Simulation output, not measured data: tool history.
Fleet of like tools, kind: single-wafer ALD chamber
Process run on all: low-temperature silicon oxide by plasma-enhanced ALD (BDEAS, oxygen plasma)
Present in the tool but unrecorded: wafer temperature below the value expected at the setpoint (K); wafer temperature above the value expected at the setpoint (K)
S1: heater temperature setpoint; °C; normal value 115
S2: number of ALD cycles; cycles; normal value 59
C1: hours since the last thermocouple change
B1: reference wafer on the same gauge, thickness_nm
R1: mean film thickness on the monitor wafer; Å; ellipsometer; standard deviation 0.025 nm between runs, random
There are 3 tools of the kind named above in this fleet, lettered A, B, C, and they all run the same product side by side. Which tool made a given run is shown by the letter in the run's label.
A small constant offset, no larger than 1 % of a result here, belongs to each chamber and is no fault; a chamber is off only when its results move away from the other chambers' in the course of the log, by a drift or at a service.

Run 1C, hour 8.9: usual settings; C1 1186.8; B1 7.7576. Result: R1 81.540 Å.
Run 2B, hour 15.1: usual settings; C1 986.8; B1 7.7617. Result: R1 82.202 Å.
Run 3A, hour 19.8: usual settings; C1 1382.3; B1 7.7542. Result: R1 81.574 Å.
Run 4A, hour 28.7: usual settings; C1 1391.2; B1 7.7626. Result: R1 81.756 Å.
Run 5C, hour 35.4: usual settings; C1 1213.3; B1 7.7580. Result: R1 81.168 Å.
Run 6B, hour 43.1: usual settings; C1 1014.8; B1 7.7600. Result: R1 81.665 Å.
Run 7A, hour 51.7: usual settings but S2 55 cycles; C1 1414.2; B1 7.7610. Result: R1 75.959 Å.
Run 8C, hour 58.8: usual settings but S2 55 cycles; C1 1236.7; B1 7.7649. Result: R1 75.647 Å.
Run 9B, hour 64.3: usual settings but S2 55 cycles; C1 1036.0; B1 7.7614. Result: R1 76.335 Å.
Run 10C, hour 73.6: usual settings; C1 1251.5; B1 7.7597. Result: R1 81.037 Å.
Run 11B, hour 78.5: usual settings; C1 1050.2; B1 7.7631. Result: R1 81.928 Å.
Run 12A, hour 87.7: usual settings; C1 1450.2; B1 7.7622. Result: R1 81.507 Å.
Run 13C, hour 95.7: usual settings; C1 1273.6; B1 7.7566. Result: R1 80.967 Å.
Run 14A, hour 105.7: usual settings; C1 1468.2; B1 7.7611. Result: R1 81.491 Å.
Run 15B, hour 115.7: usual settings; C1 1087.4; B1 7.7630. Result: R1 81.486 Å.
Run 16B, hour 124.1: usual settings; C1 1095.8; B1 7.7580. Result: R1 81.777 Å.
Run 17C, hour 129.4: usual settings; C1 1307.3; B1 7.7564. Result: R1 80.868 Å.
Run 18A, hour 138.3: usual settings; C1 1500.8; B1 7.7603. Result: R1 81.955 Å.
Run 19C, hour 147.8: usual settings; C1 1325.7; B1 7.7560. Result: R1 81.326 Å.
Run 20B, hour 157.6: usual settings; C1 1129.3; B1 7.7554. Result: R1 81.471 Å.
Run 21A, hour 162.8: usual settings; C1 1525.3; B1 7.7594. Result: R1 81.667 Å.
Run 22C, hour 168.7: usual settings; C1 1346.6; B1 7.7576. Result: R1 81.243 Å.
Run 23A, hour 173.4: usual settings; C1 1535.9; B1 7.7625. Result: R1 81.931 Å.
Run 24B, hour 181.2: usual settings; C1 1152.9; B1 7.7629. Result: R1 81.498 Å.
Run 25A, hour 189.3: usual settings; C1 1551.8; B1 7.7553. Result: R1 81.873 Å.
Run 26C, hour 196.8: usual settings; C1 1374.7; B1 7.7607. Result: R1 81.090 Å.
Run 27B, hour 203.2: usual settings; C1 1174.9; B1 7.7621. Result: R1 82.301 Å.
Run 28B, hour 208.4: usual settings; C1 1180.1; B1 7.7619. Result: R1 82.054 Å.

Read the log: is a single chamber off, either drifting away or since a service, is the gauge that measures every chamber drifting, or is nothing wrong beyond small per-chamber offsets? Name any odd chamber and what most likely caused it.

Beyond each chamber's small constant offset nothing stands out, and the gauge stays steady.

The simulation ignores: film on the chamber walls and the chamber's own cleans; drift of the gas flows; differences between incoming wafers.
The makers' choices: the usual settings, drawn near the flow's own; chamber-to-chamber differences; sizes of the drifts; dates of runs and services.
